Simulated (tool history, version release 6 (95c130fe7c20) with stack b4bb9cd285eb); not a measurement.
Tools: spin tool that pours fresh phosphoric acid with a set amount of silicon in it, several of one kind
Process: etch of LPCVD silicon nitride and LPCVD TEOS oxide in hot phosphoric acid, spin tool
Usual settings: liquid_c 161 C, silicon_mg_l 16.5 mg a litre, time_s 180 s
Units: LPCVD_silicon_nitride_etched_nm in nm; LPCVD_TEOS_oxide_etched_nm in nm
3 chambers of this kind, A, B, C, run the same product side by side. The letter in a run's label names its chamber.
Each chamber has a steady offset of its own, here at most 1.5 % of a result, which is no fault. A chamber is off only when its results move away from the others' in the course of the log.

| run | day | liquid_c | silicon_mg_l | time_s | read-back film thickness of the LPCVD silicon nitride reference wafer, read on the same gauge (nm) | read-back film thickness of the LPCVD TEOS oxide reference wafer, read on the same gauge (nm) | LPCVD_silicon_nitride_etched_nm | LPCVD_TEOS_oxide_etched_nm |
|---|---|---|---|---|---|---|---|---|
| 1B | 0.175 | 161 | 16.5 | 180 | 150.03 | 80.01 | 16.154 | 0.78581 |
| 2A | 0.417 | 161 | 16.5 | 180 | 150.01 | 79.998 | 16.718 | 0.73235 |
| 3C | 0.604 | 161 | 16.5 | 180 | 150 | 79.982 | 16.3 | 0.71279 |
| 4B | 0.854 | 161 | 16.5 | 180 | 150 | 79.995 | 16.255 | 0.71736 |
| 5C | 1.1 | 161 | 16.5 | 180 | 149.99 | 79.997 | 16.476 | 0.70511 |
| 6A | 1.258 | 161 | 16.5 | 180 | 150.03 | 79.983 | 16.568 | 0.71409 |
| 7B | 1.446 | 161 | 16.5 | 180 | 150 | 79.982 | 16.37 | 0.71798 |
| 8A | 1.583 | 161 | 16.5 | 180 | 150.01 | 79.995 | 16.614 | 0.74233 |
|  | 1.633 | chamber B: thermometer replaced |
| 9C | 1.771 | 161 | 16.5 | 180 | 149.99 | 79.993 | 16.376 | 0.73001 |
| 10B | 2.012 | 161 | 16.5 | 180 | 150.04 | 80.007 | 16.353 | 0.66975 |
| 11C | 2.246 | 161 | 16.5 | 180 | 150.02 | 79.983 | 16.233 | 0.75301 |
| 12A | 2.417 | 161 | 16.5 | 180 | 149.96 | 80 | 16.435 | 0.69832 |
| 13B | 2.617 | 161 | 16.5 | 180 | 149.97 | 80.016 | 16.178 | 0.75793 |
| 14C | 2.838 | 161 | 16.5 | 180 | 149.97 | 79.989 | 16.159 | 0.68085 |
| 15A | 3.042 | 161 | 8 | 180 | 149.99 | 79.983 | 16.615 | 0.84385 |
| 16B | 3.192 | 161 | 8 | 180 | 150.01 | 80.011 | 16.225 | 0.98627 |
| 17A | 3.342 | 161 | 8 | 180 | 150 | 80.002 | 16.63 | 0.89928 |
| 18C | 3.504 | 161 | 16.5 | 180 | 150.04 | 80.004 | 15.9 | 0.698 |
| 19C | 3.679 | 161 | 16.5 | 180 | 150.02 | 80.017 | 15.944 | 0.65018 |
| 20B | 3.858 | 161 | 16.5 | 180 | 150.02 | 80.017 | 16.346 | 0.69421 |
| 21A | 4.104 | 161 | 16.5 | 180 | 150.01 | 80 | 16.725 | 0.76269 |
| 22A | 4.325 | 161 | 16.5 | 180 | 150.01 | 79.972 | 16.576 | 0.7522 |
| 23C | 4.562 | 161 | 10 | 245 | 150.02 | 79.988 | 20.995 | 1.0765 |
|  | 4.646 | chamber A: thermometer replaced |
| 24B | 4.712 | 161 | 10 | 245 | 150 | 80.026 | 22.231 | 1.198 |
| 25A | 4.958 | 161 | 10 | 245 | 149.97 | 80.013 | 22.722 | 1.3219 |

Is one chamber off against the others, does the gauge drift, or is nothing wrong? If a chamber is off, say which, and what the likeliest cause is.

Chamber C drifts away from the others.
Cause: temperature lost on the way to the wafer (K) = 1.89.
The log may not tell that from: liquid colder than its thermometer reads (K).

Here are 4 candidates for chamber C's next run, each the usual settings with a change, their results left as question marks. Which one brings its results back in line with what the others give on the usual settings?
In line means no further than this from the other chambers' mean on the usual settings: LPCVD_silicon_nitride_etched_nm 0.31 nm; LPCVD_TEOS_oxide_etched_nm 0.13 nm
| 26C-1 | 5.146 | 161 | 17.5 | 175 |  |  | ? | ? |
| 26C-2 | 5.146 | 161 | 18.5 | 170 |  |  | ? | ? |
| 26C-3 | 5.146 | 161.5 | 14 | 190 |  |  | ? | ? |
| 26C-4 | 5.146 | 161 | 15.5 | 185 |  |  | ? | ? |

The other chambers' mean on the usual settings: LPCVD_silicon_nitride_etched_nm 16.424 nm; LPCVD_TEOS_oxide_etched_nm 0.73301 nm
| run | LPCVD_silicon_nitride_etched_nm | LPCVD_TEOS_oxide_etched_nm |
|---|---|---|
| 26C-1 | 15.007 | 0.59641 |
| 26C-2 | 14.578 | 0.56392 |
| 26C-3 | 16.564 | 0.73422 |
| 26C-4 | 15.864 | 0.66411 |
26C-3 brings the chamber back in line.
